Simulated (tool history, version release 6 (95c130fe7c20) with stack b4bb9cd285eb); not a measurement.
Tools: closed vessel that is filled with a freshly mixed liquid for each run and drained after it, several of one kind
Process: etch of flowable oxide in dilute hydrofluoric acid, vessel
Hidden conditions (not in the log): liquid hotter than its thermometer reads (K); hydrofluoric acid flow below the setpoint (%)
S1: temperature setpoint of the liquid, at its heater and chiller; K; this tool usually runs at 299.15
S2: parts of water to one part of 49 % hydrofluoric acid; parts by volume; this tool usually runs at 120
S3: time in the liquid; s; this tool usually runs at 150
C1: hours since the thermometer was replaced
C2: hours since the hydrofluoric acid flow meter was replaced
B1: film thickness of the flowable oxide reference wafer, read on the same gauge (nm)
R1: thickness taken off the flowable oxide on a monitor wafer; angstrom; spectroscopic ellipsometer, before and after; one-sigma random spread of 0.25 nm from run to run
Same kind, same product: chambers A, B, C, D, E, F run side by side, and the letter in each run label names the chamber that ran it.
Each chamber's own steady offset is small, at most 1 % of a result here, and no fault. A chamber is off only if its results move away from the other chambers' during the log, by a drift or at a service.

{"run": "1D", "day": 0.2, "S1": 299.15, "S2": 120, "S3": 150, "C1": 1213.3, "C2": 137.6, "B1": 100.01, "R1": 439.69}
{"run": "2A", "day": 0.421, "S1": 299.15, "S2": 120, "S3": 150, "C1": 1418.0, "C2": 2129.4, "B1": 100.0, "R1": 439.75}
{"run": "3B", "day": 0.608, "S1": 299.15, "S2": 120, "S3": 150, "C1": 309.4, "C2": 537.4, "B1": 99.976, "R1": 443.59}
{"run": "4C", "day": 0.796, "S1": 299.15, "S2": 120, "S3": 150, "C1": 33.1, "C2": 1586.4, "B1": 99.992, "R1": 442.41}
{"run": "5F", "day": 0.967, "S1": 299.15, "S2": 120, "S3": 150, "C1": 41.5, "C2": 605.1, "B1": 100.0, "R1": 442.88}
{"run": "6E", "day": 1.196, "S1": 299.15, "S2": 120, "S3": 150, "C1": 1559.7, "C2": 797.0, "B1": 100.0, "R1": 445.94}
{"run": "7B", "day": 1.317, "S1": 299.15, "S2": 120, "S3": 150, "C1": 326.4, "C2": 554.4, "B1": 99.985, "R1": 443.79}
{"run": "8F", "day": 1.488, "S1": 299.15, "S2": 120, "S3": 150, "C1": 54.0, "C2": 617.6, "B1": 99.992, "R1": 445.01}
{"run": "9C", "day": 1.692, "S1": 299.15, "S2": 120, "S3": 150, "C1": 54.6, "C2": 1607.9, "B1": 99.997, "R1": 449.24}
{"run": "10A", "day": 1.8, "S1": 299.15, "S2": 120, "S3": 150, "C1": 1451.1, "C2": 2162.5, "B1": 99.986, "R1": 448.04}
{"run": "11D", "day": 1.942, "S1": 295.15, "S2": 120, "S3": 185, "C1": 1255.1, "C2": 179.4, "B1": 99.995, "R1": 469.08}
{"day": 2.054, "done": "chamber A: hydrofluoric acid flow meter replaced"}
{"run": "12E", "day": 2.133, "S1": 295.15, "S2": 120, "S3": 185, "C1": 1582.2, "C2": 819.5, "B1": 100.02, "R1": 467.45}
{"day": 2.317, "done": "chamber F: hydrofluoric acid flow meter replaced"}
{"run": "13B", "day": 2.35, "S1": 295.15, "S2": 120, "S3": 185, "C1": 351.2, "C2": 579.2, "B1": 100.02, "R1": 469.28}
{"run": "14E", "day": 2.567, "S1": 295.15, "S2": 120, "S3": 185, "C1": 1592.6, "C2": 829.9, "B1": 100.0, "R1": 467.28}
{"run": "15F", "day": 2.8, "S1": 295.15, "S2": 120, "S3": 185, "C1": 85.5, "C2": 11.7, "B1": 99.998, "R1": 466.27}
{"run": "16D", "day": 2.942, "S1": 295.15, "S2": 120, "S3": 185, "C1": 1279.1, "C2": 203.4, "B1": 99.999, "R1": 465.05}
{"run": "17C", "day": 3.183, "S1": 299.15, "S2": 120, "S3": 150, "C1": 90.4, "C2": 1643.7, "B1": 99.995, "R1": 448.59}
{"run": "18A", "day": 3.35, "S1": 299.15, "S2": 120, "S3": 150, "C1": 1488.3, "C2": 31.2, "B1": 100.0, "R1": 444.26}
{"run": "19D", "day": 3.533, "S1": 299.15, "S2": 120, "S3": 150, "C1": 1293.3, "C2": 217.6, "B1": 100.01, "R1": 442.35}
{"run": "20A", "day": 3.7, "S1": 299.15, "S2": 120, "S3": 150, "C1": 1496.7, "C2": 39.6, "B1": 100.01, "R1": 443.48}
{"run": "21E", "day": 3.938, "S1": 299.15, "S2": 120, "S3": 150, "C1": 1625.5, "C2": 862.8, "B1": 99.994, "R1": 450.68}
{"run": "22C", "day": 4.075, "S1": 299.15, "S2": 120, "S3": 150, "C1": 111.8, "C2": 1665.1, "B1": 99.983, "R1": 446.15}
{"run": "23F", "day": 4.308, "S1": 299.15, "S2": 120, "S3": 150, "C1": 121.7, "C2": 47.9, "B1": 100.01, "R1": 447.08}
{"run": "24B", "day": 4.467, "S1": 299.15, "S2": 175, "S3": 150, "C1": 402.0, "C2": 630.0, "B1": 99.995, "R1": 284.0}
{"run": "25A", "day": 4.629, "S1": 299.15, "S2": 175, "S3": 150, "C1": 1519.0, "C2": 61.9, "B1": 99.993, "R1": 285.96}
{"run": "26B", "day": 4.817, "S1": 299.15, "S2": 175, "S3": 150, "C1": 410.4, "C2": 638.4, "B1": 99.991, "R1": 283.92}
{"run": "27D", "day": 4.954, "S1": 299.15, "S2": 175, "S3": 150, "C1": 1327.4, "C2": 251.7, "B1": 99.997, "R1": 282.95}
{"run": "28C", "day": 5.146, "S1": 299.15, "S2": 175, "S3": 150, "C1": 137.5, "C2": 1690.8, "B1": 100.01, "R1": 284.69}
{"run": "29E", "day": 5.292, "S1": 299.15, "S2": 175, "S3": 150, "C1": 1658.0, "C2": 895.3, "B1": 99.993, "R1": 296.85}
{"run": "30F", "day": 5.504, "S1": 299.15, "S2": 120, "S3": 150, "C1": 150.4, "C2": 76.6, "B1": 100.02, "R1": 447.14}
{"run": "31A", "day": 5.612, "S1": 299.15, "S2": 120, "S3": 150, "C1": 1542.6, "C2": 85.5, "B1": 100.0, "R1": 447.4}
{"run": "32E", "day": 5.829, "S1": 299.15, "S2": 120, "S3": 150, "C1": 1670.9, "C2": 908.2, "B1": 99.989, "R1": 462.1}
{"run": "33F", "day": 6.046, "S1": 299.15, "S2": 120, "S3": 150, "C1": 163.4, "C2": 89.6, "B1": 100.02, "R1": 448.05}
{"run": "34D", "day": 6.208, "S1": 299.15, "S2": 120, "S3": 150, "C1": 1357.5, "C2": 281.8, "B1": 99.996, "R1": 440.34}
{"run": "35C", "day": 6.338, "S1": 299.15, "S2": 120, "S3": 150, "C1": 166.1, "C2": 1719.4, "B1": 99.985, "R1": 446.42}
{"run": "36B", "day": 6.529, "S1": 299.15, "S2": 120, "S3": 150, "C1": 451.5, "C2": 679.5, "B1": 99.996, "R1": 445.68}
{"run": "37C", "day": 6.688, "S1": 299.15, "S2": 120, "S3": 150, "C1": 174.5, "C2": 1727.8, "B1": 99.995, "R1": 449.91}
{"run": "38D", "day": 6.796, "S1": 299.15, "S2": 120, "S3": 150, "C1": 1371.6, "C2": 295.9, "B1": 100.0, "R1": 440.62}
{"run": "39A", "day": 6.962, "S1": 299.15, "S2": 120, "S3": 150, "C1": 1575.0, "C2": 117.9, "B1": 100.01, "R1": 444.09}

Does one chamber stand apart from the rest, does the shared gauge drift, or is all well apart from small per-chamber offsets? Give the chamber and the most likely cause, where there is one.

Chamber E drifts away from the others.
Cause: liquid hotter than its thermometer reads (K) = 1.38.
With only this log, it may be confused with: hydrofluoric acid flow above the setpoint (%).

Here are 4 candidates for chamber E's next run, each the usual settings with a change, their results left as question marks. Which one brings its results back in line with what the others give on the usual settings?
Counts as in line when no further than this from what the other chambers average on the usual settings: R1 8.90 angstrom
{"run": "40E-1", "day": 7.138, "S1": 298.65, "S2": 120, "S3": 150, "R1": "?"}
{"run": "40E-2", "day": 7.138, "S1": 299.15, "S2": 115, "S3": 150, "R1": "?"}
{"run": "40E-3", "day": 7.138, "S1": 297.65, "S2": 120, "S3": 150, "R1": "?"}
{"run": "40E-4", "day": 7.138, "S1": 299.65, "S2": 120, "S3": 150, "R1": "?"}

Other chambers, usual settings, mean: R1 444.59 angstrom
run=40E-1 R1=459.24
run=40E-2 R1=491.29
run=40E-3 R1=442.04
run=40E-4 R1=476.93
It is 40E-3 that realigns the chamber with its peers.
